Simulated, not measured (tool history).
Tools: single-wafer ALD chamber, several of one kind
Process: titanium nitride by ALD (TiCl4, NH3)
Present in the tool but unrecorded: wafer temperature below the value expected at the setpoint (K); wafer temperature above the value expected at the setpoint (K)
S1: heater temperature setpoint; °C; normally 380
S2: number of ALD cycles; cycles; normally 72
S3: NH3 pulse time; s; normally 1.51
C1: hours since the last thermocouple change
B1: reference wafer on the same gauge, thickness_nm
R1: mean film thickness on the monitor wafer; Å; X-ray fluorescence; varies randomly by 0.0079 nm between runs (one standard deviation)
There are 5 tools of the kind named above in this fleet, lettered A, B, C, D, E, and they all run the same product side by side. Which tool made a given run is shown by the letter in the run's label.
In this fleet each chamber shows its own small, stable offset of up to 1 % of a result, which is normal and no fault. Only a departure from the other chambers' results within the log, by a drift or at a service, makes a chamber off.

Run 1D, hour 6.0: usual settings; C1 675.8; B1 1.5191. Result: R1 15.192 Å.
Run 2C, hour 11.8: usual settings; C1 711.5; B1 1.5211. Result: R1 15.445 Å.
Run 3E, hour 16.1: usual settings; C1 47.6; B1 1.5223. Result: R1 15.356 Å.
Run 4A, hour 21.2: usual settings; C1 813.5; B1 1.5194. Result: R1 15.246 Å.
Run 5B, hour 26.4: usual settings; C1 903.7; B1 1.5187. Result: R1 15.245 Å.
Run 6A, hour 31.8: usual settings but S1 366 °C; C1 824.1; B1 1.5190. Result: R1 14.829 Å.
Run 7D, hour 37.9: usual settings but S1 366 °C; C1 707.7; B1 1.5204. Result: R1 14.885 Å.
Run 8E, hour 41.2: usual settings but S1 366 °C; C1 72.7; B1 1.5179. Result: R1 15.036 Å.
Run 9C, hour 45.3: usual settings but S1 366 °C; C1 745.0; B1 1.5212. Result: R1 14.847 Å.
Run 10B, hour 51.4: usual settings but S1 366 °C; C1 928.7; B1 1.5204. Result: R1 14.956 Å.
Run 11E, hour 54.8: usual settings; C1 86.3; B1 1.5195. Result: R1 15.371 Å.
Run 12C, hour 60.3: usual settings; C1 760.0; B1 1.5219. Result: R1 15.316 Å.
Run 13A, hour 66.8: usual settings; C1 859.1; B1 1.5208. Result: R1 15.320 Å.
Run 14B, hour 73.5: usual settings; C1 950.8; B1 1.5220. Result: R1 15.296 Å.
Run 15D, hour 80.5: usual settings; C1 750.3; B1 1.5192. Result: R1 15.224 Å.
Run 16E, hour 85.5: usual settings; C1 117.0; B1 1.5193. Result: R1 15.476 Å.
Run 17D, hour 90.7: usual settings; C1 760.5; B1 1.5206. Result: R1 15.345 Å.
Run 18A, hour 96.4: usual settings but S1 385 °C; C1 888.7; B1 1.5202. Result: R1 15.415 Å.
Run 19C, hour 100.1: usual settings but S1 385 °C; C1 799.8; B1 1.5188. Result: R1 15.449 Å.
Run 20B, hour 104.8: usual settings but S1 385 °C; C1 982.1; B1 1.5170. Result: R1 15.422 Å.
Run 21D, hour 110.5: usual settings but S1 385 °C; C1 780.3; B1 1.5182. Result: R1 15.342 Å.
Run 22C, hour 116.1: usual settings but S1 385 °C; C1 815.8; B1 1.5208. Result: R1 15.440 Å.
Run 23B, hour 121.0: usual settings; C1 998.3; B1 1.5199. Result: R1 15.384 Å.
Run 24E, hour 125.2: usual settings; C1 156.7; B1 1.5195. Result: R1 15.489 Å.
Run 25A, hour 130.8: usual settings; C1 923.1; B1 1.5194. Result: R1 15.340 Å.
Run 26B, hour 134.8: usual settings; C1 1012.1; B1 1.5190. Result: R1 15.341 Å.
Run 27A, hour 140.0: usual settings; C1 932.3; B1 1.5187. Result: R1 15.202 Å.
Run 28D, hour 143.4: usual settings; C1 813.2; B1 1.5188. Result: R1 15.243 Å.
Run 29E, hour 149.1: usual settings; C1 180.6; B1 1.5191. Result: R1 15.451 Å.
Run 30C, hour 154.4: usual settings; C1 854.1; B1 1.5207. Result: R1 15.503 Å.
Run 31C, hour 158.3: usual settings; C1 858.0; B1 1.5193. Result: R1 15.329 Å.
Run 32D, hour 163.9: usual settings; C1 833.7; B1 1.5208. Result: R1 15.264 Å.
Run 33E, hour 168.8: usual settings; C1 200.3; B1 1.5185. Result: R1 15.582 Å.
Run 34A, hour 175.6: usual settings; C1 967.9; B1 1.5207. Result: R1 15.404 Å.
Run 35B, hour 181.1: usual settings; C1 1058.4; B1 1.5206. Result: R1 15.286 Å.
Run 36B, hour 185.9: usual settings; C1 1063.2; B1 1.5203. Result: R1 15.225 Å.
Run 37E, hour 189.4: usual settings; C1 220.9; B1 1.5211. Result: R1 15.381 Å.
Run 38C, hour 196.8: usual settings; C1 896.5; B1 1.5201. Result: R1 15.195 Å.
Run 39A, hour 201.9: usual settings; C1 994.2; B1 1.5196. Result: R1 15.239 Å.
Run 40D, hour 207.8: usual settings; C1 877.6; B1 1.5194. Result: R1 15.331 Å.

Predict what each chamber gives when all 5 of them run the settings below next.
Run 41A, hour 213.1: usual settings but S3 1.79 s. Result: R1 ?.
Run 41B, hour 213.1: usual settings but S3 1.79 s. Result: R1 ?.
Run 41C, hour 213.1: usual settings but S3 1.79 s. Result: R1 ?.
Run 41D, hour 213.1: usual settings but S3 1.79 s. Result: R1 ?.
Run 41E, hour 213.1: usual settings but S3 1.79 s. Result: R1 ?.

run      R1
41A  15.539
41B  15.392
41C  15.490
41D  15.580
41E  15.650
